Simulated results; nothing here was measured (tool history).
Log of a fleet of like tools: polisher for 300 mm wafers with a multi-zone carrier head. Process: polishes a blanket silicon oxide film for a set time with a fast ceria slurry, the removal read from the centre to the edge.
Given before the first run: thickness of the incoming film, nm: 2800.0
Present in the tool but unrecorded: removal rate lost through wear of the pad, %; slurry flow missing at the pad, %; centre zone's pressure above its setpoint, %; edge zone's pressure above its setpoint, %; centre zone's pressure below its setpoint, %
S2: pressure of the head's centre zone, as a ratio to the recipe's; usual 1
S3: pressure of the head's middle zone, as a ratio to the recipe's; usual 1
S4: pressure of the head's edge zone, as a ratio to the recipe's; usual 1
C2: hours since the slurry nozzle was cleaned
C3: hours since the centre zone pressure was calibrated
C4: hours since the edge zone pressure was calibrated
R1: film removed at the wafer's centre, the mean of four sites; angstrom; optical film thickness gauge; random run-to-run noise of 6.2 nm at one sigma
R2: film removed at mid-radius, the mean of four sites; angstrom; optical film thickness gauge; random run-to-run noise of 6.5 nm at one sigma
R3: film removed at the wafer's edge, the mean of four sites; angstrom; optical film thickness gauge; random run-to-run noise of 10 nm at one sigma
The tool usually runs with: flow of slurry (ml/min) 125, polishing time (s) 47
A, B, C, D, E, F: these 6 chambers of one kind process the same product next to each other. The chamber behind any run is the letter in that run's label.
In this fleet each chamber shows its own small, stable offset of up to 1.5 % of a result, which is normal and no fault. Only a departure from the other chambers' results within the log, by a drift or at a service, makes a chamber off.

{"run": "1C", "hour": 6.8, "flow of slurry (ml/min)": 125, "S2": 1, "S3": 1, "S4": 1, "polishing time (s)": 47, "wafers polished on this pad": 447, "C2": 65.7, "C3": 1039.6, "C4": 1166.9, "R1": 8319.3, "R2": 8462.9, "R3": 8552.7}
{"hour": 14.5, "done": "chamber D: centre zone pressure recalibrated"}
{"run": "2E", "hour": 18.1, "flow of slurry (ml/min)": 125, "S2": 1, "S3": 1, "S4": 1, "polishing time (s)": 47, "wafers polished on this pad": 244, "C2": 368.9, "C3": 67.2, "C4": 534.6, "R1": 8408.4, "R2": 8487.1, "R3": 8422.9}
{"hour": 22.9, "done": "chamber D: worn pad replaced by a new one"}
{"hour": 24.8, "done": "chamber B: worn pad replaced by a new one"}
{"run": "3D", "hour": 26.6, "flow of slurry (ml/min)": 125, "S2": 1, "S3": 1, "S4": 1, "polishing time (s)": 47, "wafers polished on this pad": 25, "C2": 185.3, "C3": 12.2, "C4": 146.4, "R1": 8353.8, "R2": 8339, "R3": 8371}
{"run": "4F", "hour": 37.9, "flow of slurry (ml/min)": 125, "S2": 1, "S3": 1, "S4": 1, "polishing time (s)": 47, "wafers polished on this pad": 333, "C2": 720.7, "C3": 479.7, "C4": 88.8, "R1": 8532.3, "R2": 8306.6, "R3": 8285.9}
{"run": "5A", "hour": 47.0, "flow of slurry (ml/min)": 125, "S2": 1, "S3": 1, "S4": 1, "polishing time (s)": 47, "wafers polished on this pad": 705, "C2": 90.5, "C3": 139.3, "C4": 530.9, "R1": 8439.7, "R2": 8392.6, "R3": 8434.2}
{"hour": 51.9, "done": "chamber C: worn pad replaced by a new one"}
{"run": "6B", "hour": 54.8, "flow of slurry (ml/min)": 125, "S2": 1, "S3": 1, "S4": 1, "polishing time (s)": 47, "wafers polished on this pad": 203, "C2": 85.3, "C3": 735.3, "C4": 620.8, "R1": 8398.9, "R2": 8322.6, "R3": 8508.3}
{"hour": 57.4, "done": "chamber F: centre zone pressure recalibrated"}
{"run": "7D", "hour": 60.7, "flow of slurry (ml/min)": 125, "S2": 1, "S3": 1, "S4": 1, "polishing time (s)": 47, "wafers polished on this pad": 256, "C2": 219.4, "C3": 46.3, "C4": 180.5, "R1": 8418.5, "R2": 8466.6, "R3": 8446.7}
{"run": "8E", "hour": 71.0, "flow of slurry (ml/min)": 125, "S2": 1, "S3": 1, "S4": 1, "polishing time (s)": 47, "wafers polished on this pad": 603, "C2": 421.8, "C3": 120.1, "C4": 587.5, "R1": 8458.1, "R2": 8420.9, "R3": 8390.7}
{"hour": 79.2, "done": "chamber E: worn pad replaced by a new one"}
{"run": "9A", "hour": 83.8, "flow of slurry (ml/min)": 125, "S2": 1, "S3": 1, "S4": 1, "polishing time (s)": 47, "wafers polished on this pad": 955, "C2": 127.3, "C3": 176.1, "C4": 567.7, "R1": 8416, "R2": 8467.9, "R3": 8313.9}
{"hour": 86.6, "done": "chamber A: worn pad replaced by a new one"}
{"run": "10B", "hour": 90.5, "flow of slurry (ml/min)": 125, "S2": 1, "S3": 1, "S4": 1, "polishing time (s)": 47, "wafers polished on this pad": 445, "C2": 121, "C3": 771, "C4": 656.5, "R1": 8395.8, "R2": 8344.3, "R3": 8494.7}
{"hour": 93.9, "done": "chamber D: worn pad replaced by a new one"}
{"hour": 96.0, "done": "chamber A: edge zone pressure recalibrated"}
{"run": "11F", "hour": 102.1, "flow of slurry (ml/min)": 125, "S2": 1, "S3": 1, "S4": 1, "polishing time (s)": 47, "wafers polished on this pad": 768, "C2": 784.9, "C3": 44.8, "C4": 153, "R1": 8470.8, "R2": 8240, "R3": 8337.1}
{"run": "12C", "hour": 112.7, "flow of slurry (ml/min)": 125, "S2": 1, "S3": 1, "S4": 1, "polishing time (s)": 47, "wafers polished on this pad": 412, "C2": 171.6, "C3": 1145.5, "C4": 1272.8, "R1": 8313.8, "R2": 8430.6, "R3": 8361.5}
{"run": "13E", "hour": 120.6, "flow of slurry (ml/min)": 125, "S2": 1, "S3": 1, "S4": 1, "polishing time (s)": 47, "wafers polished on this pad": 281, "C2": 471.4, "C3": 169.7, "C4": 637.1, "R1": 8476.5, "R2": 8338.4, "R3": 8566.2}
{"hour": 124.8, "done": "chamber F: worn pad replaced by a new one"}
{"hour": 128.9, "done": "chamber C: slurry nozzle cleaned"}
{"run": "14B", "hour": 133.7, "flow of slurry (ml/min)": 125, "S2": 1, "S3": 1, "S4": 1, "polishing time (s)": 47, "wafers polished on this pad": 738, "C2": 164.2, "C3": 814.2, "C4": 699.7, "R1": 8528.3, "R2": 8445.4, "R3": 8682}
{"run": "15C", "hour": 146.2, "flow of slurry (ml/min)": 125, "S2": 1, "S3": 1, "S4": 1, "polishing time (s)": 47, "wafers polished on this pad": 639, "C2": 17.3, "C3": 1179, "C4": 1306.3, "R1": 8363.9, "R2": 8354.7, "R3": 8319.4}
{"hour": 146.8, "done": "chamber C: worn pad replaced by a new one"}
{"hour": 152.0, "done": "chamber B: worn pad replaced by a new one"}
{"run": "16F", "hour": 154.4, "flow of slurry (ml/min)": 125, "S2": 1, "S3": 1, "S4": 1, "polishing time (s)": 47, "wafers polished on this pad": 201, "C2": 837.2, "C3": 97.1, "C4": 205.3, "R1": 8506.1, "R2": 8369.9, "R3": 8292.1}
{"hour": 165.2, "done": "chamber C: centre zone pressure recalibrated"}
{"run": "17A", "hour": 165.6, "flow of slurry (ml/min)": 125, "S2": 1, "S3": 1, "S4": 1, "polishing time (s)": 47, "wafers polished on this pad": 535, "C2": 209.1, "C3": 257.9, "C4": 69.6, "R1": 8460.2, "R2": 8453.5, "R3": 8495.5}
{"hour": 167.1, "done": "chamber E: slurry nozzle cleaned"}
{"hour": 168.9, "done": "chamber E: worn pad replaced by a new one"}
{"hour": 172.1, "done": "chamber D: worn pad replaced by a new one"}
{"run": "18D", "hour": 174.5, "flow of slurry (ml/min)": 125, "S2": 1, "S3": 1, "S4": 1, "polishing time (s)": 47, "wafers polished on this pad": 16, "C2": 333.2, "C3": 160.1, "C4": 294.3, "R1": 8451.1, "R2": 8572.4, "R3": 8460.8}
{"run": "19C", "hour": 182.9, "flow of slurry (ml/min)": 125, "S2": 1, "S3": 1, "S4": 1, "polishing time (s)": 47, "wafers polished on this pad": 244, "C2": 54, "C3": 17.8, "C4": 1343, "R1": 8403.8, "R2": 8300.6, "R3": 8355.6}
{"run": "20D", "hour": 194.5, "flow of slurry (ml/min)": 125, "S2": 1, "S3": 1, "S4": 1, "polishing time (s)": 47, "wafers polished on this pad": 152, "C2": 353.2, "C3": 180.1, "C4": 314.3, "R1": 8391.4, "R2": 8346.7, "R3": 8484.2}
{"hour": 200.1, "done": "chamber A: worn pad replaced by a new one"}
{"run": "21F", "hour": 202.2, "flow of slurry (ml/min)": 125, "S2": 1, "S3": 1, "S4": 1, "polishing time (s)": 47, "wafers polished on this pad": 525, "C2": 885, "C3": 144.9, "C4": 253.1, "R1": 8327.2, "R2": 8331.3, "R3": 8323.3}
{"hour": 210.7, "done": "chamber B: slurry nozzle cleaned"}
{"run": "22B", "hour": 210.7, "flow of slurry (ml/min)": 125, "S2": 1, "S3": 1, "S4": 1, "polishing time (s)": 47, "wafers polished on this pad": 397, "C2": 0, "C3": 891.2, "C4": 776.7, "R1": 8576.9, "R2": 8325.8, "R3": 8564.6}
{"run": "23E", "hour": 216.7, "flow of slurry (ml/min)": 125, "S2": 1, "S3": 1, "S4": 1, "polishing time (s)": 47, "wafers polished on this pad": 324, "C2": 49.7, "C3": 265.8, "C4": 733.2, "R1": 8465.3, "R2": 8444.5, "R3": 8605}
{"hour": 224.7, "done": "chamber F: slurry nozzle cleaned"}
{"run": "24A", "hour": 226.5, "flow of slurry (ml/min)": 125, "S2": 1, "S3": 1, "S4": 1, "polishing time (s)": 47, "wafers polished on this pad": 179, "C2": 270, "C3": 318.8, "C4": 130.5, "R1": 8500.4, "R2": 8499.8, "R3": 8389.5}
{"run": "25B", "hour": 235.7, "flow of slurry (ml/min)": 125, "S2": 1, "S3": 1, "S4": 1, "polishing time (s)": 47, "wafers polished on this pad": 567, "C2": 25, "C3": 916.2, "C4": 801.7, "R1": 8325.4, "R2": 8378.9, "R3": 8652.3}
{"hour": 235.9, "done": "chamber C: worn pad replaced by a new one"}
{"hour": 236.8, "done": "chamber D: slurry nozzle cleaned"}
{"run": "26E", "hour": 244.6, "flow of slurry (ml/min)": 125, "S2": 1, "S3": 1, "S4": 1, "polishing time (s)": 47, "wafers polished on this pad": 513, "C2": 77.6, "C3": 293.7, "C4": 761.1, "R1": 8430.7, "R2": 8364.2, "R3": 8398.4}
{"hour": 249.0, "done": "chamber F: worn pad replaced by a new one"}
{"hour": 250.4, "done": "chamber D: worn pad replaced by a new one"}
{"hour": 251.6, "done": "chamber D: edge zone pressure recalibrated"}
{"hour": 256.5, "done": "chamber B: centre zone pressure recalibrated"}
{"run": "27F", "hour": 256.5, "flow of slurry (ml/min)": 125, "S2": 1, "S3": 1, "S4": 1, "polishing time (s)": 47, "wafers polished on this pad": 51, "C2": 31.8, "C3": 199.2, "C4": 307.4, "R1": 8495.4, "R2": 8434.3, "R3": 8278.4}
{"hour": 257.1, "done": "chamber E: worn pad replaced by a new one"}
{"run": "28D", "hour": 265.2, "flow of slurry (ml/min)": 125, "S2": 1, "S3": 1, "S4": 1, "polishing time (s)": 47, "wafers polished on this pad": 100, "C2": 28.5, "C3": 250.8, "C4": 13.7, "R1": 8485.8, "R2": 8526.8, "R3": 8357.9}
{"hour": 268.6, "done": "chamber B: worn pad replaced by a new one"}
{"run": "29A", "hour": 272.5, "flow of slurry (ml/min)": 125, "S2": 1, "S3": 1, "S4": 1, "polishing time (s)": 47, "wafers polished on this pad": 490, "C2": 316, "C3": 364.8, "C4": 176.5, "R1": 8392.7, "R2": 8478.3, "R3": 8387}
{"run": "30C", "hour": 284.4, "flow of slurry (ml/min)": 125, "S2": 1, "S3": 1, "S4": 1, "polishing time (s)": 47, "wafers polished on this pad": 329, "C2": 155.5, "C3": 119.3, "C4": 1444.5, "R1": 8343.7, "R2": 8361.6, "R3": 8459.9}
{"run": "31E", "hour": 291.8, "flow of slurry (ml/min)": 125, "S2": 1, "S3": 1, "S4": 1, "polishing time (s)": 47, "wafers polished on this pad": 235, "C2": 124.8, "C3": 340.9, "C4": 808.3, "R1": 8486.4, "R2": 8418.4, "R3": 8428}
{"run": "32D", "hour": 299.7, "flow of slurry (ml/min)": 125, "S2": 1, "S3": 1, "S4": 1, "polishing time (s)": 47, "wafers polished on this pad": 334, "C2": 63, "C3": 285.3, "C4": 48.2, "R1": 8520.4, "R2": 8444.4, "R3": 8578.7}
{"run": "33F", "hour": 309.3, "flow of slurry (ml/min)": 85, "S2": 0.95, "S3": 1, "S4": 1, "polishing time (s)": 47, "wafers polished on this pad": 409, "C2": 84.6, "C3": 252, "C4": 360.2, "R1": 7098.6, "R2": 7639, "R3": 7551.2}
{"hour": 312.1, "done": "chamber A: worn pad replaced by a new one"}
{"run": "34C", "hour": 315.1, "flow of slurry (ml/min)": 85, "S2": 0.95, "S3": 1, "S4": 1, "polishing time (s)": 47, "wafers polished on this pad": 537, "C2": 186.2, "C3": 150, "C4": 1475.2, "R1": 6977.1, "R2": 7583.7, "R3": 7807.1}
{"run": "35A", "hour": 323.3, "flow of slurry (ml/min)": 85, "S2": 0.95, "S3": 1, "S4": 1, "polishing time (s)": 47, "wafers polished on this pad": 76, "C2": 366.8, "C3": 415.6, "C4": 227.3, "R1": 7051.9, "R2": 7723.7, "R3": 7756.8}
{"run": "36B", "hour": 330.5, "flow of slurry (ml/min)": 85, "S2": 0.95, "S3": 1, "S4": 1, "polishing time (s)": 47, "wafers polished on this pad": 419, "C2": 119.8, "C3": 74, "C4": 896.5, "R1": 7122.1, "R2": 7493.4, "R3": 7901.5}
{"hour": 337.5, "done": "chamber E: worn pad replaced by a new one"}
{"run": "37A", "hour": 338.0, "flow of slurry (ml/min)": 85, "S2": 0.95, "S3": 1, "S4": 1, "polishing time (s)": 47, "wafers polished on this pad": 175, "C2": 381.5, "C3": 430.3, "C4": 242, "R1": 6997.5, "R2": 7636.9, "R3": 7700.9}
{"run": "38F", "hour": 350.7, "flow of slurry (ml/min)": 85, "S2": 0.95, "S3": 1, "S4": 1, "polishing time (s)": 47, "wafers polished on this pad": 689, "C2": 126, "C3": 293.4, "C4": 401.6, "R1": 7169.6, "R2": 7565.5, "R3": 7773.1}
{"run": "39B", "hour": 358.8, "flow of slurry (ml/min)": 125, "S2": 1, "S3": 1, "S4": 1, "polishing time (s)": 47, "wafers polished on this pad": 611, "C2": 148.1, "C3": 102.3, "C4": 924.8, "R1": 8359.9, "R2": 8326.3, "R3": 8553.4}
{"run": "40E", "hour": 368.7, "flow of slurry (ml/min)": 125, "S2": 1, "S3": 1, "S4": 1, "polishing time (s)": 47, "wafers polished on this pad": 211, "C2": 201.7, "C3": 417.8, "C4": 885.2, "R1": 8448.2, "R2": 8450.9, "R3": 8490.5}

Has any chamber moved away from the others, gradually or after a service, or does the common gauge drift, or do the chambers differ only by their own small steady offsets? State the chamber and the most likely cause if one applies.

Nothing is wrong: each chamber keeps only its own small, steady offset and the gauge holds still.
